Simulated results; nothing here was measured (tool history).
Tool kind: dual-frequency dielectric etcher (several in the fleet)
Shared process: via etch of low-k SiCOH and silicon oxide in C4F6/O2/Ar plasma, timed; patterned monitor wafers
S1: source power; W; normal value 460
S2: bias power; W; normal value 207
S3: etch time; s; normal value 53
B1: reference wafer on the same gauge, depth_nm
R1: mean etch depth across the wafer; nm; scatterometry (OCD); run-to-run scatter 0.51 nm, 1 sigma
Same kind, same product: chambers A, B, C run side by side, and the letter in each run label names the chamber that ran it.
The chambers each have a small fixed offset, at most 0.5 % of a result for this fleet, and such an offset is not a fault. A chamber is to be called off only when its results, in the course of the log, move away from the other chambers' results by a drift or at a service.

run	hour	S1	S2	S3	B1	R1
1C	3.9	460	207	53	157	137.56
2B	9.4	460	207	53	156.97	137.81
3A	14.4	460	207	53	156.95	138.36
4C	18.9	460	207	53	157.06	137.32
5B	24.9	460	207	53	157.04	139.23
6A	31.4	460	207	53	157.06	137.91
# hour 35.5: chamber C: wet clean of the chamber
# hour 36: chamber B: bias power generator calibrated
7B	37.8	460	183	39.5	157.11	99.004
8C	44.4	460	183	39.5	157.05	98.694
9A	48.9	460	183	39.5	157.16	99.736
10C	54.2	460	207	53	156.87	138.5
11A	60	460	207	53	156.98	138.87
12B	66.3	460	207	53	157.05	138.75
13C	72.5	460	207	53	156.82	138.12
14B	78.4	460	207	53	156.99	138.64
15A	84.8	460	207	53	156.95	138.96
# hour 86.3: chamber B: wet clean of the chamber
16B	90.8	460	207	53	157.04	137.77
17A	93.9	460	207	46	156.9	121.43
18C	98.3	460	207	46	156.9	120.51
19C	103.3	460	207	46	156.78	119.3
20B	107.6	460	207	53	156.99	138.58
21A	113.1	460	207	41	156.92	108.53
22A	119.7	460	207	41	156.97	108.41
23C	125	460	207	41	157.04	106.39
24B	131.6	460	207	53	156.97	138.33
25C	137.5	460	207	53	157.03	137.73
26B	142.8	570	157	53	156.88	138.52
27A	146.4	570	157	53	156.87	141.43
28A	153	570	157	53	156.88	140.55
29C	157.6	460	207	53	157.15	138.31
30B	160.6	460	207	53	156.92	138.4
31B	164.1	460	207	53	157	139.22
32A	168.3	460	207	53	156.91	141.81
33C	171.4	460	207	53	157.02	137.63
34A	174.8	460	207	53	156.9	141.99
35C	177.9	460	184	38.5	157	95.827
36B	182.5	460	184	38.5	156.98	96.81
37A	185.8	460	184	38.5	156.98	99.935
38C	190.8	460	207	53	157	138.54
39B	196.5	460	207	53	157.06	138.71

Read the log: is a single chamber off, either drifting away or since a service, is the gauge that measures every chamber drifting, or is nothing wrong beyond small per-chamber offsets? Name any odd chamber and what most likely caused it.

It is chamber A that slowly wanders off from its peers.
What lies behind it: etch rate over this chamber's usual, % = 3.65.

Here are 4 candidates for chamber A's next run, each the usual settings with a change, their results left as question marks. Which one brings its results back in line with what the others give on the usual settings?
In-line tolerance around the mean of the other chambers on the usual settings: R1 1.8 nm
40A-1	201.3	460	205	51		?
40A-2	201.3	460	198	53		?
40A-3	201.3	480	207	53		?
40A-4	201.3	460	207	55		?

Other chambers, usual settings, mean: R1 138.15 nm
run	R1
40A-1	137.61
40A-2	141.43
40A-3	145.83
40A-4	148.87
It is 40A-1 that realigns the chamber with its peers.

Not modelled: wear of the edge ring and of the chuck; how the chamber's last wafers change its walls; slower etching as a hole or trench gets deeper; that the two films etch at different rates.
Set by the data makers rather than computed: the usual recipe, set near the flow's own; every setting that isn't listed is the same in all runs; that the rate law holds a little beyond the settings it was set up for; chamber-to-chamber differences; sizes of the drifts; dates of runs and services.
